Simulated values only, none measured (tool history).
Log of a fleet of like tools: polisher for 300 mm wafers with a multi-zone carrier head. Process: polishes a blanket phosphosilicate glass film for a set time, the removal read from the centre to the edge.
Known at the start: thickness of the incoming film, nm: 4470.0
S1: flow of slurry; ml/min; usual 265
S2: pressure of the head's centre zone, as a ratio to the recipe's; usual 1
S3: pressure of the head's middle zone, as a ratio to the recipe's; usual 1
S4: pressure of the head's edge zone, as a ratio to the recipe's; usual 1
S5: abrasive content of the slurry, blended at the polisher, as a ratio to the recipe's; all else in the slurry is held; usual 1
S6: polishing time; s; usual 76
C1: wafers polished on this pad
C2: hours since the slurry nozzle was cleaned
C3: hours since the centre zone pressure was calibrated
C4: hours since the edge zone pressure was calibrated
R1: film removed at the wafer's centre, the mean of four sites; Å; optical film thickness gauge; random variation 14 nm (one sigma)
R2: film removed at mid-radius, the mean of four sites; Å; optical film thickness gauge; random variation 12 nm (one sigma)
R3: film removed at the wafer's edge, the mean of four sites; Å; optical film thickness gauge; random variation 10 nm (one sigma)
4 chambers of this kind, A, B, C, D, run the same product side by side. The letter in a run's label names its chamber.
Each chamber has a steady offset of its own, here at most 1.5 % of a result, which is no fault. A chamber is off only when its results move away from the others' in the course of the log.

run	day	S1	S2	S3	S4	S5	S6	C1	C2	C3	C4	R1	R2	R3
1B	0.188	265	1	1	1	1	76	314	153.6	873.1	631.9	9454.6	9312.8	9049.3
# day 0.271: chamber D: worn pad replaced by a new one
2C	0.283	265	1	1	1	1	76	1055	388.2	683.3	863.5	9154.8	9183.2	9056.2
# day 0.367: chamber A: worn pad replaced by a new one
3A	0.446	265	1	1	1	1	76	21	386.2	69.9	570.7	9038.3	9096.2	9241.4
4D	0.542	265	1	1	1	1	76	73	182.2	355.2	289.8	9085.8	9229.2	9096.1
5D	0.679	210	1.11	1	1	1	76	111	185.5	358.5	293.1	9925.2	8987.7	8919.5
6A	0.775	210	1.11	1	1	1	76	111	394.1	77.8	578.6	9721.8	9066.4	8761
# day 0.8: chamber C: worn pad replaced by a new one
# day 0.942: chamber B: edge zone pressure recalibrated
7B	0.946	210	1.11	1	1	1	76	520	171.8	891.3	0.1	10428	9023	8969.3
8C	1.038	210	1.11	1	1	1	76	65	406.3	701.4	881.6	10009	8823.4	8734
9D	1.2	265	1	1	1	1	76	252	198	371	305.6	9313.5	9066.5	9278.3
# day 1.325: chamber B: worn pad replaced by a new one
10C	1.338	265	1	1	1	1	76	146	413.5	708.6	888.8	8913.7	9270.8	9145.4
11A	1.5	265	1	1	1	1	76	308	411.5	95.2	596	9086.1	9169.3	9018.4
12B	1.667	265	1	1	1	1	76	92	189.1	908.6	17.4	9262.3	9072.8	9264.2
13B	1.838	265	1	1	1	1	76	139	193.2	912.7	21.5	9212.3	9091.6	9024.4
14C	1.988	265	1	1	1	1	76	323	429.1	724.2	904.4	9025.4	9133.5	9087.1
15D	2.079	265	1	1	1	1	76	491	219.1	392.1	326.7	8984.1	9006.8	9313.5
16A	2.204	265	1	1	1	1	76	499	428.4	112.1	612.9	8662.3	8997.5	9027.6
17D	2.317	265	0.89	1	1	1	76	555	224.8	397.8	332.4	8001.2	9143.8	9176.4
18C	2.442	265	0.89	1	1	1	76	446	440	735.1	915.3	7884.1	9179.5	9055.5
# day 2.488: chamber D: edge zone pressure recalibrated
19B	2.525	265	0.89	1	1	1	76	326	209.7	929.2	38	8037.5	9232.1	9275.7
20A	2.692	265	0.89	1	1	1	76	631	440.1	123.8	624.6	7795.6	8910.6	8891.1
21B	2.817	265	1	1	1	1	76	405	216.7	936.2	45	9251.7	9213	9114.9
22D	2.908	265	1	1	1	1	76	716	239	412	10.2	9281.3	9191.7	9171.1
23C	3.054	215	1	1	1	1	53	612	454.7	749.8	930	6183.2	6090.7	6133.3
24A	3.233	215	1	1	1	1	53	778	453.1	136.8	637.6	5996.8	6068.8	6008.6
25A	3.342	215	1	1	1	1	53	808	455.7	139.4	640.2	5785.8	6058.4	5959.3
# day 3.354: chamber B: worn pad replaced by a new one
26B	3.496	215	1	1	1	1	53	38	233	952.5	61.3	6265.7	6348.9	6288.2
27D	3.642	265	1	1	1	1	76	915	256.6	429.6	27.8	9123.6	9158.1	9211.3
28C	3.792	265	1	1	1	1	76	813	472.4	767.5	947.7	8925.5	8928.8	9038.1
29A	3.962	265	1	1	1	1	76	976	470.6	154.3	655.1	8522.7	8763.7	8701.2
30B	4.054	265	1	0.89	0.92	1	76	190	246.4	965.9	74.7	9170.7	8455.9	8917.8
31C	4.2	265	1	0.89	0.92	1	76	924	482.2	777.3	957.5	9027.8	8165.4	8738.6
32D	4.288	265	1	0.89	0.92	1	76	1090	272.1	445.1	43.3	8945.9	8237.8	8788.2
# day 4.421: chamber A: worn pad replaced by a new one
33B	4.442	265	1	0.89	0.92	1	76	295	255.7	975.2	84	9217.6	8387.3	8626.2
34A	4.583	265	1	1	1	1	76	45	485.5	169.2	670	8469.9	8523.6	8867.5
# day 4.658: chamber D: worn pad replaced by a new one
35C	4.667	265	1	1	1	1	76	1050	493.4	788.5	968.7	9320.8	9297.3	8990.2
36D	4.788	265	1	1	1	1	76	35	284.1	457.1	55.3	9026.5	9045.7	9300.2
37A	4.9	265	1	1	1	1	76	131	493.1	176.8	677.6	8437.7	8542.7	8549.8
38D	5.012	265	1	1	1	1	76	96	289.5	462.5	60.7	8664.9	9153.1	9148.4
# day 5.092: chamber B: worn pad replaced by a new one
39B	5.112	265	1	1	1	1	76	5	271.8	991.3	100.1	9363.6	9383.5	9103.7
40C	5.229	265	1	1	1	1	76	1203	506.9	802	982.2	9065.5	8898	9023.1

Is one chamber off against the others, does the gauge drift, or is nothing wrong? If a chamber is off, say which, and what the likeliest cause is.

Chamber A drifts away from the others.
Cause: slurry flow missing at the pad, % = 41.2.

Here are 4 candidates for chamber A's next run, each the usual settings with a change, their results left as question marks. Which one brings its results back in line with what the others give on the usual settings?
In line means no further than this from the other chambers' mean on the usual settings: R1 480 Å; R2 420 Å; R3 350 Å
41A-1	5.367	270	1.02	1.01	0.99	1	80					?	?	?
41A-2	5.367	250	0.95	0.98	1.03	0.95	67					?	?	?
41A-3	5.367	280	1.05	1.02	0.97	1.05	85					?	?	?
41A-4	5.367	260	0.98	0.99	1.01	1	72					?	?	?

The other chambers' mean on the usual settings: R1 9113.5 Å; R2 9153.4 Å; R3 9147.5 Å
run	R1	R2	R3
41A-1	9024.6	8984.8	9003.9
41A-2	6723	7054.9	7452.3
41A-3	10184	9902.7	9712.8
41A-4	7714.2	7887.3	8152.1
41A-1 brings the chamber back in line.

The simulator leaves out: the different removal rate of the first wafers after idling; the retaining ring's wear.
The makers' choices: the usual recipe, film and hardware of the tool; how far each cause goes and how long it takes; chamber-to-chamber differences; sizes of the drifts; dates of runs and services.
